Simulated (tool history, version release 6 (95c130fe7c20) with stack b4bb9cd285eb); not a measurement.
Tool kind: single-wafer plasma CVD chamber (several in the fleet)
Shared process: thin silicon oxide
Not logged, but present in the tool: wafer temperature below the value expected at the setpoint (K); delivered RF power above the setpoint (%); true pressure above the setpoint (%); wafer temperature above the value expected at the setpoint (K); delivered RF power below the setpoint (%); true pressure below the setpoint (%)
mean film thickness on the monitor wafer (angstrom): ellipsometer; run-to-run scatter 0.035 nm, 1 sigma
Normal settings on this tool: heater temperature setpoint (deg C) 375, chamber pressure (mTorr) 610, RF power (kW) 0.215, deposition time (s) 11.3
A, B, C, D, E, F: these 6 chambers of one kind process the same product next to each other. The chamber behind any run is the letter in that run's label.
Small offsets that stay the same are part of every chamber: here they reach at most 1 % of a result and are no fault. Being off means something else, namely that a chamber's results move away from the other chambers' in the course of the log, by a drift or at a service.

run,day,heater temperature setpoint (deg C),chamber pressure (mTorr),RF power (kW),deposition time (s),hours since the last thermocouple change,hours since the last RF generator calibration,hours since the last manometer calibration,"read-back reference wafer on the same gauge, thickness_nm",mean film thickness on the monitor wafer (angstrom)
1B,0.458,375,610,0.215,11.3,2427.2,1635.1,1911.2,14.804,137.21
2F,0.975,375,610,0.215,11.3,1140.9,1146.7,38.5,14.808,137.52
3E,1.217,375,610,0.215,11.3,1073.5,700.2,42.9,14.801,138.60
4C,1.775,375,610,0.215,11.3,2261.1,510.7,298.5,14.808,137.04
# day 1.804: chamber A: RF generator calibrated
5D,2.129,375,610,0.215,11.3,2107.0,1851.4,2588.0,14.799,136.32
6A,2.429,364,610,0.200,11.3,219.1,15.0,2271.5,14.792,133.97
7E,2.988,364,610,0.200,11.3,1116.0,742.7,85.4,14.806,134.48
8F,3.392,364,610,0.200,11.3,1198.9,1204.7,96.5,14.806,132.46
# day 3.404: chamber F: RF generator calibrated
9B,3.854,364,610,0.200,11.3,2508.7,1716.6,1992.7,14.803,133.42
10C,4.138,364,610,0.200,11.3,2317.8,567.4,355.2,14.801,132.63
11A,4.654,364,610,0.200,11.3,272.5,68.4,2324.9,14.795,134.43
12D,5.083,375,610,0.215,11.3,2177.9,1922.3,2658.9,14.808,136.71
13A,5.417,375,610,0.215,11.3,290.8,86.7,2343.2,14.798,138.67
14B,5.804,375,610,0.215,11.3,2555.5,1763.4,2039.5,14.806,137.31
# day 5.912: chamber D: RF generator calibrated
15D,6.329,375,610,0.215,11.3,2207.8,10.0,2688.8,14.808,136.46
16C,6.708,375,610,0.215,11.3,2379.5,629.1,416.9,14.803,136.45
17F,7.225,389,610,0.215,11.3,1290.9,91.7,188.5,14.806,135.42
18E,7.683,389,610,0.215,11.3,1228.7,855.4,198.1,14.807,136.71
19D,8.083,389,610,0.215,11.3,2249.9,52.1,2730.9,14.797,134.92
20E,8.467,389,610,0.215,11.3,1247.5,874.2,216.9,14.812,136.51
21B,9.025,389,610,0.215,11.3,2632.8,1840.7,2116.8,14.803,136.50
22F,9.562,389,610,0.215,11.3,1347.0,147.8,244.6,14.803,135.72
# day 9.812: chamber B: thermocouple changed; heater temperature recalibrated
# day 10.092: chamber D: capacitance manometer re-zeroed and calibrated
23A,10.092,375,610,0.215,11.3,403.0,198.9,2455.4,14.800,138.43
24C,10.575,375,610,0.215,11.3,2472.3,721.9,509.7,14.811,136.34
25D,10.988,375,610,0.215,11.3,2319.6,121.8,21.5,14.802,132.32
26B,11.242,375,728,0.230,11.3,34.4,1893.9,2170.0,14.801,169.45
27A,11.608,375,728,0.230,11.3,439.4,235.3,2491.8,14.792,172.17
28C,12.054,375,728,0.230,11.3,2507.8,757.4,545.2,14.803,169.44
29F,12.312,375,728,0.230,11.3,1413.0,213.8,310.6,14.807,170.06
30E,12.633,375,728,0.230,11.3,1347.5,974.2,316.9,14.793,172.87
31B,13.121,375,728,0.230,11.3,79.5,1939.0,2215.1,14.799,170.51
32A,13.525,375,610,0.215,11.3,485.4,281.3,2537.8,14.793,138.36
33E,13.875,375,610,0.215,11.3,1377.3,1004.0,346.7,14.798,138.41
34C,14.279,375,610,0.215,11.3,2561.2,810.8,598.6,14.805,137.14
35F,14.779,375,610,0.215,11.3,1472.2,273.0,369.8,14.803,136.66
36D,15.083,375,610,0.215,11.3,2417.9,220.1,119.8,14.806,132.87
37F,15.617,375,610,0.215,11.3,1492.3,293.1,389.9,14.803,137.07
38B,16.142,375,610,0.215,11.3,152.0,2011.5,2287.6,14.807,137.51
39D,16.588,375,610,0.215,11.3,2454.0,256.2,155.9,14.801,133.56
40C,16.896,375,610,0.215,11.3,2624.0,873.6,661.4,14.796,136.70

Which is it: a chamber that has drifted or been left off by a service, a gauge drift common to all chambers, or only each chamber's usual small offset? If a chamber is off, name it and its likeliest cause.

Chamber D has stood off from the others ever since a service on it.
Most likely cause: true pressure below the setpoint (%) = 2.62.

Below are 4 candidate recipes for chamber D's next run, each the usual settings with a change, their results shown as question marks. Which of them brings D's results back in line with what the other chambers give on the usual settings?
Counts as in line when no further than this from what the other chambers average on the usual settings: mean film thickness on the monitor wafer (angstrom) 1.20
41D-1,17.300,375,597,0.215,11.2,,,,,?
41D-2,17.300,375,616,0.215,11.4,,,,,?
41D-3,17.300,375,610,0.220,11.6,,,,,?
41D-4,17.300,375,610,0.215,11.1,,,,,?

What the other chambers average on the usual settings: mean film thickness on the monitor wafer (angstrom) 137.48
run,mean film thickness on the monitor wafer (angstrom)
41D-1,128.75
41D-2,135.39
41D-3,137.86
41D-4,130.50
With 41D-3, the chamber falls back in line with the rest.
